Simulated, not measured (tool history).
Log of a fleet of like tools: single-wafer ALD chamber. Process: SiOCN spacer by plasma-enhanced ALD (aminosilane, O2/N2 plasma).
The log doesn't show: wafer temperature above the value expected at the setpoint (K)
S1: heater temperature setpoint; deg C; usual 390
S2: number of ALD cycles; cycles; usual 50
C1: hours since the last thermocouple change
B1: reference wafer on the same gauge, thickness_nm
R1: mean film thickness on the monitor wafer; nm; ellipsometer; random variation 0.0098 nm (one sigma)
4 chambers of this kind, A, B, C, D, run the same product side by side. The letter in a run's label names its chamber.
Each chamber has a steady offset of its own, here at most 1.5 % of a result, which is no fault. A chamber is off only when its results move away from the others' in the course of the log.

run   hour   S1  S2      C1      B1      R1
 1C    4.1  390  50  1578.6  2.9005    3.06
 2B    8.8  390  50   645.7  2.8986  3.0174
 3A   12.7  390  50  1432.5     2.9  2.9891
 4D   16.2  390  50   254.9  2.9024  3.0214
 5C   20.7  390  50  1595.2  2.8991   3.039
 6D   24.5  390  50   263.2  2.8993  3.0235
 7A   27.5  397  50  1447.3  2.9009  3.0175
 8B   31.6  397  50   668.5  2.9013   3.015
 9B   33.8  397  50   670.7  2.8982  3.0095
10D   36.1  397  50   274.8  2.8979  3.0263
11C   38.6  390  50  1613.1  2.8987  3.0603
12A   42.1  390  50  1461.9  2.8999  2.9968
13A   46.1  390  50  1465.9  2.8994  2.9806
14C   50.6  390  50  1625.1  2.9012  3.0511
15B   53.5  390  50   690.4  2.9005  3.0261
16D   57.1  390  50   295.8  2.9002   3.039
17B   61.3  404  57   698.2  2.8992   3.384
18D   65.8  404  57   304.5  2.8977  3.4159
19C   68.3  404  57  1642.8  2.9015  3.4498
20A   72.6  404  57  1492.4  2.8994  3.3656
21B     77  390  50   713.9  2.8995   3.012
22D   79.3  390  45     318  2.8997  2.7464
23A   83.3  390  45  1503.1  2.8985  2.7042
24C   85.9  390  45  1660.4  2.8991  2.7668
25C   88.6  390  45  1663.1  2.8987  2.7397
26A   91.7  390  50  1511.5  2.9024  2.9945
27B     96  390  50   732.9  2.8997  2.9944
28D   99.9  390  50   338.6  2.8998  3.0236
29A  102.5  390  50  1522.3  2.9033  3.0031
30C  104.9  390  50  1679.4  2.9013  3.0536
31D  108.8  390  50   347.5  2.9008  3.0382
32B  112.3  390  50   749.2  2.8998  3.0243
33D  116.2  390  50   354.9  2.8998  3.0364
34C  120.6  390  50  1695.1  2.9015  3.0617
35A  124.4  390  41  1544.2  2.9023  2.4606
36B    127  390  41   763.9  2.8985  2.4872
37A  129.2  390  41    1549  2.9012  2.4533
38B  133.9  390  41   770.8  2.9005  2.4751
39C  136.5  390  50    1711  2.8994  3.0355

Is one chamber off against the others, does the gauge drift, or is nothing wrong? If a chamber is off, say which, and what the likeliest cause is.

No chamber stands off beyond its own small offset, and the gauge holds steady.

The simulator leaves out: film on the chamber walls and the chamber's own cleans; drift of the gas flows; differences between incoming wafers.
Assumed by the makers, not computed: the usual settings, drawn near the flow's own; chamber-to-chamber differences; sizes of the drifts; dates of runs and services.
